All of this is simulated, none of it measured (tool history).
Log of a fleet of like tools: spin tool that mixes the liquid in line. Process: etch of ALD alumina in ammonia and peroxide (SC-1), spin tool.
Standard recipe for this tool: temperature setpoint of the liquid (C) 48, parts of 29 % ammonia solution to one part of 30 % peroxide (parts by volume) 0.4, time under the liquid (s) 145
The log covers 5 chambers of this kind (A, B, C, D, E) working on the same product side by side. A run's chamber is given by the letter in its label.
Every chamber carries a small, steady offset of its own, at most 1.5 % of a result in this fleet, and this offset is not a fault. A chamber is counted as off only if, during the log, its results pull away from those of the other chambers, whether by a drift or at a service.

| run | hour | temperature setpoint of the liquid (C) | parts of 29 % ammonia solution to one part of 30 % peroxide (parts by volume) | time under the liquid (s) | hours since the thermometer was replaced | hours since the ammonia flow meter was replaced | hours since the heated supply line was repaired | hours since the drum of ammonia solution was connected | read-back film thickness of the ALD alumina reference wafer, read on the same gauge (nm) | thickness taken off the ALD alumina on a monitor wafer (nm) |
|---|---|---|---|---|---|---|---|---|---|---|
| 1B | 2.4 | 48 | 0.4 | 145 | 901.6 | 72.6 | 2162.9 | 176.2 | 99.975 | 6.9194 |
| 2C | 6.9 | 48 | 0.4 | 145 | 559 | 316.8 | 395.8 | 386.3 | 100.03 | 7.1105 |
| 3D | 12.1 | 48 | 0.4 | 145 | 634.7 | 1698.3 | 114.2 | 59.8 | 99.963 | 6.8998 |
| 4E | 15.3 | 48 | 0.4 | 145 | 932 | 626.6 | 798.2 | 354.1 | 100.04 | 7.0009 |
|  | 17.7 | chamber C: new drum of ammonia solution connected |
| 5A | 19.8 | 48 | 0.4 | 145 | 113.6 | 31.1 | 2902.8 | 174 | 99.976 | 7.0347 |
| 6E | 23.3 | 48 | 0.4 | 145 | 940 | 634.6 | 806.2 | 362.1 | 99.974 | 7.0381 |
| 7B | 27.6 | 48 | 0.4 | 145 | 926.8 | 97.8 | 2188.1 | 201.4 | 100.01 | 7.0076 |
| 8C | 33.1 | 48 | 0.4 | 145 | 585.2 | 343 | 422 | 15.4 | 99.975 | 7.0279 |
| 9A | 35.7 | 40.5 | 0.4 | 145 | 129.5 | 47 | 2918.7 | 189.9 | 100.04 | 4.5358 |
| 10D | 38.7 | 40.5 | 0.4 | 145 | 661.3 | 1724.9 | 140.8 | 86.4 | 100 | 4.5492 |
| 11A | 42 | 40.5 | 0.4 | 145 | 135.8 | 53.3 | 2925 | 196.2 | 99.979 | 4.546 |
| 12E | 45.2 | 40.5 | 0.4 | 145 | 961.9 | 656.5 | 828.1 | 384 | 100.02 | 4.5404 |
| 13C | 48.9 | 40.5 | 0.4 | 145 | 601 | 358.8 | 437.8 | 31.2 | 100.01 | 4.6586 |
| 14B | 52.7 | 48 | 0.4 | 145 | 951.9 | 122.9 | 2213.2 | 226.5 | 99.954 | 7.0265 |
| 15D | 55 | 48 | 0.4 | 145 | 677.6 | 1741.2 | 157.1 | 102.7 | 99.952 | 6.8745 |
| 16A | 58.4 | 48 | 0.4 | 145 | 152.2 | 69.7 | 2941.4 | 212.6 | 100.01 | 6.9822 |
| 17C | 62.4 | 48 | 0.4 | 145 | 614.5 | 372.3 | 451.3 | 44.7 | 100.02 | 7.031 |
| 18E | 66.1 | 48 | 0.5 | 145 | 982.8 | 677.4 | 849 | 404.9 | 99.978 | 7.1522 |
| 19D | 71.3 | 48 | 0.5 | 145 | 693.9 | 1757.5 | 173.4 | 119 | 100 | 7.143 |
| 20B | 76.5 | 48 | 0.5 | 145 | 975.7 | 146.7 | 2237 | 250.3 | 100.02 | 7.0846 |
| 21D | 81.3 | 48 | 0.5 | 145 | 703.9 | 1767.5 | 183.4 | 129 | 99.948 | 7.0994 |
| 22B | 84 | 48 | 0.5 | 145 | 983.2 | 154.2 | 2244.5 | 257.8 | 99.953 | 7.0937 |
| 23A | 87.4 | 48 | 0.4 | 115 | 181.2 | 98.7 | 2970.4 | 241.6 | 100 | 5.4845 |
| 24E | 90.9 | 48 | 0.4 | 115 | 1007.6 | 702.2 | 873.8 | 429.7 | 100.02 | 5.5617 |
| 25C | 96 | 48 | 0.4 | 115 | 648.1 | 405.9 | 484.9 | 78.3 | 100 | 5.4617 |
| 26E | 99.2 | 48 | 0.4 | 115 | 1015.9 | 710.5 | 882.1 | 438 | 100.01 | 5.513 |
| 27D | 102.6 | 48 | 0.4 | 115 | 725.2 | 1788.8 | 204.7 | 150.3 | 100.02 | 5.4642 |
| 28C | 105.1 | 48 | 0.4 | 95 | 657.2 | 415 | 494 | 87.4 | 99.969 | 4.5024 |
| 29A | 108 | 48 | 0.4 | 95 | 201.8 | 119.3 | 2991 | 262.2 | 99.989 | 4.5345 |
| 30B | 112.5 | 48 | 0.4 | 95 | 1011.7 | 182.7 | 2273 | 286.3 | 99.988 | 4.5574 |
| 31B | 117 | 48 | 0.4 | 95 | 1016.2 | 187.2 | 2277.5 | 290.8 | 99.989 | 4.5532 |
| 32D | 122.4 | 48 | 0.4 | 95 | 745 | 1808.6 | 224.5 | 170.1 | 99.992 | 4.5299 |
| 33A | 125.7 | 48 | 0.4 | 145 | 219.5 | 137 | 3008.7 | 279.9 | 99.96 | 6.9111 |

Next, every chamber runs the same settings. What will each give?
| 34A | 129.7 | 48 | 0.4 | 145 |  |  |  |  |  | ? |
| 34B | 129.7 | 48 | 0.4 | 145 |  |  |  |  |  | ? |
| 34C | 129.7 | 48 | 0.4 | 145 |  |  |  |  |  | ? |
| 34D | 129.7 | 48 | 0.4 | 145 |  |  |  |  |  | ? |
| 34E | 129.7 | 48 | 0.4 | 145 |  |  |  |  |  | ? |

| run | thickness taken off the ALD alumina on a monitor wafer (nm) |
|---|---|
| 34A | 6.9145 |
| 34B | 6.9849 |
| 34C | 6.6604 |
| 34D | 6.9588 |
| 34E | 6.9696 |
